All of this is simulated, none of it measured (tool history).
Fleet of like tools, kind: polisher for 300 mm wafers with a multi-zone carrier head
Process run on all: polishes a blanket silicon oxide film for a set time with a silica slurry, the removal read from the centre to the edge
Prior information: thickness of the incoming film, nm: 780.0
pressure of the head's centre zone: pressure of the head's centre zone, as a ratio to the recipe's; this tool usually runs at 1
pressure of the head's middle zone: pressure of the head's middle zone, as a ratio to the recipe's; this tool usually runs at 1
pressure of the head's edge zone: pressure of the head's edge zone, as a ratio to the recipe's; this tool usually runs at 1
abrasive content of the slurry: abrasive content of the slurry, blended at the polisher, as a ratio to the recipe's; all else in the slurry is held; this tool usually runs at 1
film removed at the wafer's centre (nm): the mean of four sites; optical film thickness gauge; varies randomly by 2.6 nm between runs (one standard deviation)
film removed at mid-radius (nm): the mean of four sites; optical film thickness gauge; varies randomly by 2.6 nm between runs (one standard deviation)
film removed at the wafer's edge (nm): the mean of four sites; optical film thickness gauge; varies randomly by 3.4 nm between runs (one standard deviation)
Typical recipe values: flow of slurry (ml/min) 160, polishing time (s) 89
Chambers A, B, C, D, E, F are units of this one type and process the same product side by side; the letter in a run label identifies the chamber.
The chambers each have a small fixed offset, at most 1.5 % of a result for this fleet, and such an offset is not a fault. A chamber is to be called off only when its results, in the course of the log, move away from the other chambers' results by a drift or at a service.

run,hour,flow of slurry (ml/min),pressure of the head's centre zone,pressure of the head's middle zone,pressure of the head's edge zone,abrasive content of the slurry,polishing time (s),wafers polished on this pad,hours since the slurry nozzle was cleaned,hours since the centre zone pressure was calibrated,hours since the edge zone pressure was calibrated,film removed at the wafer's centre (nm),film removed at mid-radius (nm),film removed at the wafer's edge (nm)
# hour 1.4: chamber B: worn pad replaced by a new one
# hour 2.9: chamber E: worn pad replaced by a new one
1D,9.9,160,1,1,1,1,89,237,846.4,1354.5,163.3,226.22,226.6,224.13
2B,15.5,160,1,1,1,1,89,127,102.4,137.4,776.7,228.32,227.97,223.3
3C,24.6,160,1,1,1,1,89,329,61,447,689.4,227.99,224.55,227.46
4A,30,160,1,1,1,1,89,446,204.7,145.7,406.3,223.39,226.53,227.91
# hour 30.5: chamber D: centre zone pressure recalibrated
5F,38.1,160,1,1,1,1,89,628,204.9,220.1,113.7,222.32,232.13,232.46
6E,47.4,160,1,1,1,1,89,402,213.9,128.8,576.9,224.93,231.59,232.34
7E,52.2,160,1,1,1,1,89,446,218.7,133.6,581.7,225.04,225.54,233.12
8D,59.6,160,1,1,1,1,89,687,896.1,29.2,213,224.97,223.78,225.42
9C,69.7,160,1,1,1,1,89,737,106.1,492.1,734.5,226.71,227.46,219.02
# hour 79.1: chamber A: worn pad replaced by a new one
10F,79.8,160,1,1,1,1,89,1005,246.6,261.8,155.4,224.51,224.82,226.82
11B,84.7,160,1,1,1,1,89,754,171.6,206.6,845.9,224.53,223.44,225.16
# hour 86.6: chamber A: slurry nozzle cleaned
# hour 87.9: chamber C: centre zone pressure recalibrated
12A,92.4,160,1,1,1,1,89,121,5.9,208.1,468.7,224.2,226.56,229.91
# hour 93.4: chamber D: slurry nozzle cleaned
13F,98.2,160,1,1,1,1,89,1172,265,280.2,173.8,222.74,225.57,227.55
# hour 99.1: chamber E: worn pad replaced by a new one
# hour 105.2: chamber F: worn pad replaced by a new one
14D,105.7,160,1,1,1,1,89,1104,12.4,75.3,259.1,225.74,228.02,230.31
15A,114.5,160,1,1,1,1,89,321,28,230.2,490.8,230.26,226.21,230.99
# hour 118: chamber B: worn pad replaced by a new one
16E,120.1,160,1,1.07,1.06,1,89,190,286.6,201.5,649.6,231.19,246.12,232.87
17B,130.9,160,1,1.07,1.06,1,89,116,217.8,252.8,892.1,228.86,243.93,235.48
# hour 131: chamber B: edge zone pressure recalibrated
# hour 132.9: chamber D: worn pad replaced by a new one
18C,138.3,160,1,1.07,1.06,1,89,1357,174.7,50.5,803.1,227.65,237.55,232.87
19F,146.9,160,1,1.07,1.06,1,89,377,313.7,328.9,222.5,222.36,242.22,227.08
20D,155.1,160,1,1.07,1.06,1,89,200,61.8,124.7,308.5,229.08,244.6,237.82
# hour 159.6: chamber E: edge zone pressure recalibrated
21E,164.4,160,1,1.07,1.06,1,89,591,330.9,245.8,4.8,225.95,243.46,237.91
# hour 168.9: chamber C: worn pad replaced by a new one
22C,174.5,160,1,1,1,1.15,89,51,210.9,86.7,839.3,239.11,239.05,236.8
23B,182.8,160,1,1,1,1.15,89,586,269.7,304.7,51.9,242.17,241.41,237.46
# hour 188: chamber A: worn pad replaced by a new one
24A,191.9,160,1,1,1,1.15,89,35,105.4,307.6,568.2,240.53,241.79,237.6
25F,199.7,160,1,1,1,1.15,89,855,366.5,381.7,275.3,241.02,243.84,238.75
26C,209.9,160,1,1,1,1.15,89,371,246.3,122.1,874.7,241.18,238.5,238.44
# hour 210.8: chamber F: slurry nozzle cleaned
# hour 217.6: chamber E: worn pad replaced by a new one
27B,219.7,160,1,1,1,1.15,89,920,306.6,341.6,88.8,246.05,244.41,238
28A,227.6,160,1,1,1,1,89,358,141.1,343.3,603.9,223.65,229.22,226.51
29D,236.8,160,1,1,1,1,89,940,143.5,206.4,390.2,224.69,228.99,227.87
30E,242.8,160,1,1,1,1,89,228,409.3,324.2,83.2,228.92,226.19,228.8
31C,248.1,160,1,0.94,1,1,89,717,284.5,160.3,912.9,223.58,209.84,228.89
32E,254.1,160,1,0.94,1,1,89,330,420.6,335.5,94.5,224.09,214.52,227.27
# hour 256.1: chamber B: worn pad replaced by a new one
33D,259.6,160,1,0.94,1,1,89,1146,166.3,229.2,413,229.89,211.49,228.92
# hour 263.4: chamber F: worn pad replaced by a new one
34B,268.1,160,1,0.94,1,1,89,109,355,390,137.2,229.07,215.95,226.57
35A,273.5,160,1,0.94,1,1,89,773,187,389.2,649.8,229.45,213.99,224.4
# hour 276.1: chamber D: worn pad replaced by a new one
36F,279.4,160,1,0.94,1,1,89,145,68.6,461.4,355,229.01,210.43,234.32
37D,285,160,1,1,1,1,89,81,191.7,254.6,438.4,227.68,225.27,227.88
38B,295.5,160,1,1,1,1,89,357,382.4,417.4,164.6,224.35,225.59,225.8
# hour 300.1: chamber A: worn pad replaced by a new one
39F,302.9,160,1,1,1,1,89,357,92.1,484.9,378.5,225.07,227.15,226.01
40E,309.3,160,1,1,1,1,89,830,475.8,390.7,149.7,229.78,226.44,225.37
41A,318.6,160,1,0.9,1,1,89,167,232.1,434.3,694.9,225.09,203.68,232.86

All 6 chambers run these settings next. Forecast each chamber's results:
42A,326.5,160,1,1,1,1,89,,,,,?,?,?
42B,326.5,160,1,1,1,1,89,,,,,?,?,?
42C,326.5,160,1,1,1,1,89,,,,,?,?,?
42D,326.5,160,1,1,1,1,89,,,,,?,?,?
42E,326.5,160,1,1,1,1,89,,,,,?,?,?
42F,326.5,160,1,1,1,1,89,,,,,?,?,?

run,film removed at the wafer's centre (nm),film removed at mid-radius (nm),film removed at the wafer's edge (nm)
42A,226.39,230.5,228.34
42B,225.84,228.71,223.99
42C,228.73,229.22,227.29
42D,228.81,225.3,232.7
42E,229.07,228.68,221.96
42F,220.54,227.71,227.46
